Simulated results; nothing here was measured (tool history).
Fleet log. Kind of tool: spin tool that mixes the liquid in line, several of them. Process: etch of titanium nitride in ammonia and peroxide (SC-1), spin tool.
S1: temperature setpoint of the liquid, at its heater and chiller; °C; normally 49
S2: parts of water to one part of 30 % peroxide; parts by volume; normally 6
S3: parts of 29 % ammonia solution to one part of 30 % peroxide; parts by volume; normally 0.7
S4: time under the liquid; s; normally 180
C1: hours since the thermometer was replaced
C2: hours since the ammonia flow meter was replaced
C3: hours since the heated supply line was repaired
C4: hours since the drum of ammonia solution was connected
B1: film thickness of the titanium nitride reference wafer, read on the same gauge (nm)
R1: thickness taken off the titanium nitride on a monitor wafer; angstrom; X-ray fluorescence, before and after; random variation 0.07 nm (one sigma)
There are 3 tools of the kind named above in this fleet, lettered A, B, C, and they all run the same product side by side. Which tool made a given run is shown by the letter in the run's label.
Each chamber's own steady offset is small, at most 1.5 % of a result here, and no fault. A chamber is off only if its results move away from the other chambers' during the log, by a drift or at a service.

run   hour  S1  S2   S3   S4      C1     C2      C3     C4      B1      R1
       3.0  -- chamber C: ammonia flow meter replaced
 1C   14.7  49   6  0.7  180   486.9   11.8   137.4  134.0  79.985  153.16
 2A   22.8  49   6  0.7  180   485.6  254.3   355.4  239.4  79.989  154.73
 3B   38.5  49   6  0.7  180   810.4   97.3   706.4  679.8  79.977  152.57
 4B   46.8  49   6  0.7  180   818.7  105.6   714.7  688.1  80.016  151.34
 5C   61.3  49   6  0.7  180   533.5   58.4   184.0  180.6  80.024  154.06
 6A   77.4  49   6  0.7  180   540.2  308.9   410.0  294.0  79.990  155.51
 7A   85.3  49   6  0.7  180   548.1  316.8   417.9  301.9  80.008  154.79
      92.3  -- chamber B: new drum of ammonia solution connected
 8C  100.3  49   6  0.7  180   572.5   97.4   223.0  219.6  80.031  152.68
 9B  113.2  49   6  0.7  180   885.1  172.0   781.1   20.9  80.005  151.16
10B  124.1  54   6  0.7  180   896.0  182.9   792.0   31.8  79.980  212.01
11C  135.9  54   6  0.7  180   608.1  133.0   258.6  255.2  80.038  218.52
12A  149.6  54   6  0.7  180   612.4  381.1   482.2  366.2  79.971  218.55
13C  161.8  49   6  0.7  180   634.0  158.9   284.5  281.1  79.965  153.48
     175.8  -- chamber A: thermometer replaced
14B  177.8  49   6  0.7  180   949.7  236.6   845.7   85.5  79.986  148.23
15A  185.4  49   6  0.7  180     9.7  416.9   518.0  402.0  79.982  155.09
16C  194.0  49   6  0.7  180   666.2  191.1   316.7  313.3  80.007  154.20
17B  206.5  49   6  0.7  180   978.4  265.3   874.4  114.2  80.018  149.46
18A  217.1  49   6  0.7  180    41.4  448.6   549.7  433.7  80.033  155.42
19B  231.8  49   6  0.7  180  1003.7  290.6   899.7  139.5  79.999  148.75
20C  241.8  49   6  0.7  180   714.0  238.9   364.5  361.1  80.039  154.33
21A  255.9  44   6  0.9  180    80.2  487.4   588.5  472.5  80.000  112.97
22B  267.5  44   6  0.9  180  1039.4  326.3   935.4  175.2  79.997  108.18
23C  283.0  44   6  0.9  180   755.2  280.1   405.7  402.3  80.018  112.00
24A  294.0  49   6  0.7  265   118.3  525.5   626.6  510.6  80.029  228.50
25A  307.0  49   6  0.7  265   131.3  538.5   639.6  523.6  80.003  226.49
26C  319.4  49   6  0.7  265   791.6  316.5   442.1  438.7  80.015  226.30
27B  330.3  49   6  0.7  180  1102.2  389.1   998.2  238.0  79.983  148.11
28A  346.9  49   6  0.7  180   171.2  578.4   679.5  563.5  80.020  155.79
29C  354.9  49   6  0.7  180   827.1  352.0   477.6  474.2  80.018  154.10
30B  368.2  49   6  0.7  180  1140.1  427.0  1036.1  275.9  79.983  146.46

Read the log: is a single chamber off, either drifting away or since a service, is the gauge that measures every chamber drifting, or is nothing wrong beyond small per-chamber offsets? Name any odd chamber and what most likely caused it.

One chamber, B, drifts off from the rest bit by bit.
Cause: liquid colder than its thermometer reads (K) = 0.586.
With only this log, it may be confused with: temperature lost on the way to the wafer (K).

Chamber B could run next with any of the 4 candidate recipes listed below; each alters the usual settings, and their results appear as question marks. Which one brings its results back in line with what the other chambers deliver on the usual settings?
In line means no further than this from the other chambers' mean on the usual settings: R1 2.50 angstrom
31B-1  380.1  49  6.0  0.7  200                       ?
31B-2  380.1  49  6.0  0.7  190                       ?
31B-3  380.1  49  6.0  0.5  180                       ?
31B-4  380.1  49  7.5  0.7  180                       ?

Mean of the other chambers on the usual settings: R1 154.53 angstrom
  run      R1
31B-1  162.76
31B-2  154.62
31B-3  139.00
31B-4  131.59
The right change is 31B-2: it brings the chamber back within the allowed miss of the others.
